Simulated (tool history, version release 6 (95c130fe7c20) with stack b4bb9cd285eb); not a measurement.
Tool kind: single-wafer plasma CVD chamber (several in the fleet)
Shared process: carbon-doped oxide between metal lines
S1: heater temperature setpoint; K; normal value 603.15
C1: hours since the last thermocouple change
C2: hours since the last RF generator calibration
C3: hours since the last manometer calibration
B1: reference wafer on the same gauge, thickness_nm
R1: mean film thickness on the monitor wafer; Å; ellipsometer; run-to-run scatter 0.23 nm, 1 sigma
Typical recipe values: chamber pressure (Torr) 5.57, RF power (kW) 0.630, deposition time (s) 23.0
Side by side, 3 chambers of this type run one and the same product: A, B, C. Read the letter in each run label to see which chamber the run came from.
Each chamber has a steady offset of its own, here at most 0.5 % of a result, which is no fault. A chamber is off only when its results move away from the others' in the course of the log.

Run 1A, hour 6.4: usual settings; C1 1798.1; C2 1488.0; C3 289.7; B1 172.01. Result: R1 1469.2 Å.
Run 2B, hour 14.8: usual settings; C1 651.0; C2 616.8; C3 1113.0; B1 171.93. Result: R1 1472.7 Å.
Run 3C, hour 24.3: usual settings; C1 897.5; C2 223.4; C3 844.7; B1 171.88. Result: R1 1473.9 Å.
Run 4C, hour 34.8: usual settings; C1 908.0; C2 233.9; C3 855.2; B1 171.79. Result: R1 1470.7 Å.
Run 5A, hour 44.8: usual settings but S1 616.15 K; C1 1836.5; C2 1526.4; C3 328.1; B1 171.83. Result: R1 1407.9 Å.
Run 6B, hour 54.6: usual settings but S1 616.15 K; C1 690.8; C2 656.6; C3 1152.8; B1 171.80. Result: R1 1411.3 Å.
Run 7C, hour 62.5: usual settings but S1 616.15 K; C1 935.7; C2 261.6; C3 882.9; B1 171.67. Result: R1 1413.2 Å.
Run 8A, hour 72.3: usual settings but RF power (kW) 0.750; C1 1864.0; C2 1553.9; C3 355.6; B1 171.63. Result: R1 1628.2 Å.
Run 9B, hour 80.1: usual settings but RF power (kW) 0.750; C1 716.3; C2 682.1; C3 1178.3; B1 171.67. Result: R1 1632.5 Å.
Run 10A, hour 87.7: usual settings but RF power (kW) 0.750; C1 1879.4; C2 1569.3; C3 371.0; B1 171.60. Result: R1 1632.4 Å.
Run 11B, hour 94.3: usual settings; C1 730.5; C2 696.3; C3 1192.5; B1 171.54. Result: R1 1468.8 Å.
At hour 98.4: chamber A: RF generator calibrated.
Run 12C, hour 100.2: usual settings; C1 973.4; C2 299.3; C3 920.6; B1 171.50. Result: R1 1467.6 Å.
Run 13C, hour 110.6: usual settings; C1 983.8; C2 309.7; C3 931.0; B1 171.42. Result: R1 1468.9 Å.
Run 14B, hour 119.5: usual settings; C1 755.7; C2 721.5; C3 1217.7; B1 171.41. Result: R1 1469.1 Å.
Run 15A, hour 129.6: usual settings; C1 1921.3; C2 31.2; C3 412.9; B1 171.32. Result: R1 1464.7 Å.
Run 16C, hour 141.2: usual settings; C1 1014.4; C2 340.3; C3 961.6; B1 171.28. Result: R1 1465.7 Å.
At hour 143.3: chamber C: capacitance manometer re-zeroed and calibrated.
Run 17A, hour 151.2: usual settings but RF power (kW) 0.710, deposition time (s) 25.3; C1 1942.9; C2 52.8; C3 434.5; B1 171.23. Result: R1 1728.9 Å.
Run 18B, hour 161.5: usual settings but RF power (kW) 0.710, deposition time (s) 25.3; C1 797.7; C2 763.5; C3 1259.7; B1 171.20. Result: R1 1730.5 Å.
Run 19C, hour 168.9: usual settings but RF power (kW) 0.710, deposition time (s) 25.3; C1 1042.1; C2 368.0; C3 25.6; B1 171.18. Result: R1 1733.5 Å.
Run 20B, hour 180.3: usual settings; C1 816.5; C2 782.3; C3 1278.5; B1 171.14. Result: R1 1465.1 Å.
Run 21A, hour 189.4: usual settings; C1 1981.1; C2 91.0; C3 472.7; B1 171.07. Result: R1 1462.1 Å.
Run 22C, hour 195.7: usual settings; C1 1068.9; C2 394.8; C3 52.4; B1 171.01. Result: R1 1464.4 Å.
Run 23B, hour 207.0: usual settings; C1 843.2; C2 809.0; C3 1305.2; B1 171.04. Result: R1 1466.0 Å.
Run 24A, hour 213.6: usual settings; C1 2005.3; C2 115.2; C3 496.9; B1 171.00. Result: R1 1459.8 Å.
Run 25C, hour 221.0: usual settings; C1 1094.2; C2 420.1; C3 77.7; B1 170.95. Result: R1 1463.1 Å.

Read the log: is a single chamber off, either drifting away or since a service, is the gauge that measures every chamber drifting, or is nothing wrong beyond small per-chamber offsets? Name any odd chamber and what most likely caused it.

The shared gauge is drifting. All chambers look as if they move in step, but none is off.
Cause: gauge reads low (%) = 0.644.
